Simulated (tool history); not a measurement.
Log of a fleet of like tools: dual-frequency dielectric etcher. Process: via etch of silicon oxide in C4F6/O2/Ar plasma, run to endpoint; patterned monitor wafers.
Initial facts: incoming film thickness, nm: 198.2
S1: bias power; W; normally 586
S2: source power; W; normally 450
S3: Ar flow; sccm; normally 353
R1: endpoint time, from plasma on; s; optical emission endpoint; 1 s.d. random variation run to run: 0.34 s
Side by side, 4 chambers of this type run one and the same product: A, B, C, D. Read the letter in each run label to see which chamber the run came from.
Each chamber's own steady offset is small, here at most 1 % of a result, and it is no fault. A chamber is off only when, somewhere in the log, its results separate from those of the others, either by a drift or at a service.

Run 1A, hour 8.6: usual settings. Result: R1 39.797 s.
Run 2D, hour 14.3: usual settings. Result: R1 39.491 s.
Run 3C, hour 19.4: usual settings. Result: R1 40.514 s.
Run 4B, hour 25.9: usual settings. Result: R1 39.879 s.
Run 5A, hour 32.4: usual settings but S3 423 sccm. Result: R1 41.054 s.
Run 6C, hour 37.0: usual settings but S3 423 sccm. Result: R1 40.395 s.
Run 7B, hour 42.7: usual settings but S3 423 sccm. Result: R1 40.607 s.
At hour 45.6: chamber B: wet clean of the chamber.
Run 8D, hour 51.9: usual settings but S3 423 sccm. Result: R1 40.394 s.
At hour 59.9: chamber A: wet clean of the chamber.
Run 9D, hour 60.9: usual settings. Result: R1 39.672 s.
Run 10C, hour 68.2: usual settings. Result: R1 39.987 s.
Run 11A, hour 75.1: usual settings. Result: R1 40.246 s.
Run 12B, hour 82.6: usual settings. Result: R1 40.122 s.
Run 13C, hour 90.1: usual settings. Result: R1 39.420 s.
Run 14D, hour 97.5: usual settings. Result: R1 40.333 s.
Run 15A, hour 104.3: usual settings but S3 289 sccm. Result: R1 39.706 s.
Run 16B, hour 112.3: usual settings but S3 289 sccm. Result: R1 39.802 s.
Run 17A, hour 118.0: usual settings but S3 289 sccm. Result: R1 39.329 s.
Run 18C, hour 126.2: usual settings but S3 289 sccm. Result: R1 39.102 s.
Run 19B, hour 133.6: usual settings. Result: R1 40.580 s.
Run 20D, hour 140.3: usual settings but S3 423 sccm. Result: R1 40.736 s.
Run 21D, hour 146.0: usual settings but S3 423 sccm. Result: R1 41.056 s.
Run 22B, hour 151.5: usual settings but S3 423 sccm. Result: R1 41.031 s.
Run 23C, hour 158.6: usual settings but S3 423 sccm. Result: R1 40.396 s.
Run 24A, hour 162.8: usual settings. Result: R1 40.169 s.
Run 25B, hour 167.4: usual settings. Result: R1 40.315 s.
Run 26D, hour 175.8: usual settings but S2 350 W. Result: R1 43.752 s.
Run 27A, hour 184.8: usual settings but S2 350 W. Result: R1 43.657 s.
Run 28C, hour 194.1: usual settings but S2 350 W. Result: R1 43.916 s.
Run 29C, hour 198.6: usual settings but S2 350 W. Result: R1 44.331 s.
Run 30D, hour 204.1: usual settings. Result: R1 39.784 s.
Run 31B, hour 210.1: usual settings. Result: R1 40.195 s.
Run 32A, hour 216.8: usual settings. Result: R1 40.067 s.
Run 33A, hour 221.5: usual settings. Result: R1 39.623 s.
Run 34B, hour 228.6: usual settings. Result: R1 40.124 s.
Run 35D, hour 237.9: usual settings. Result: R1 40.045 s.
Run 36C, hour 243.0: usual settings. Result: R1 39.661 s.
Run 37A, hour 248.5: usual settings but S1 536 W, S3 270 sccm. Result: R1 39.596 s.
Run 38C, hour 257.8: usual settings but S1 536 W, S3 270 sccm. Result: R1 39.889 s.

Each of the 4 chambers runs these same settings next. Fill in every chamber's results:
Run 39A, hour 264.5: usual settings. Result: R1 ?.
Run 39B, hour 264.5: usual settings. Result: R1 ?.
Run 39C, hour 264.5: usual settings. Result: R1 ?.
Run 39D, hour 264.5: usual settings. Result: R1 ?.

run      R1
39A  40.095
39B  39.746
39C  39.904
39D  39.668

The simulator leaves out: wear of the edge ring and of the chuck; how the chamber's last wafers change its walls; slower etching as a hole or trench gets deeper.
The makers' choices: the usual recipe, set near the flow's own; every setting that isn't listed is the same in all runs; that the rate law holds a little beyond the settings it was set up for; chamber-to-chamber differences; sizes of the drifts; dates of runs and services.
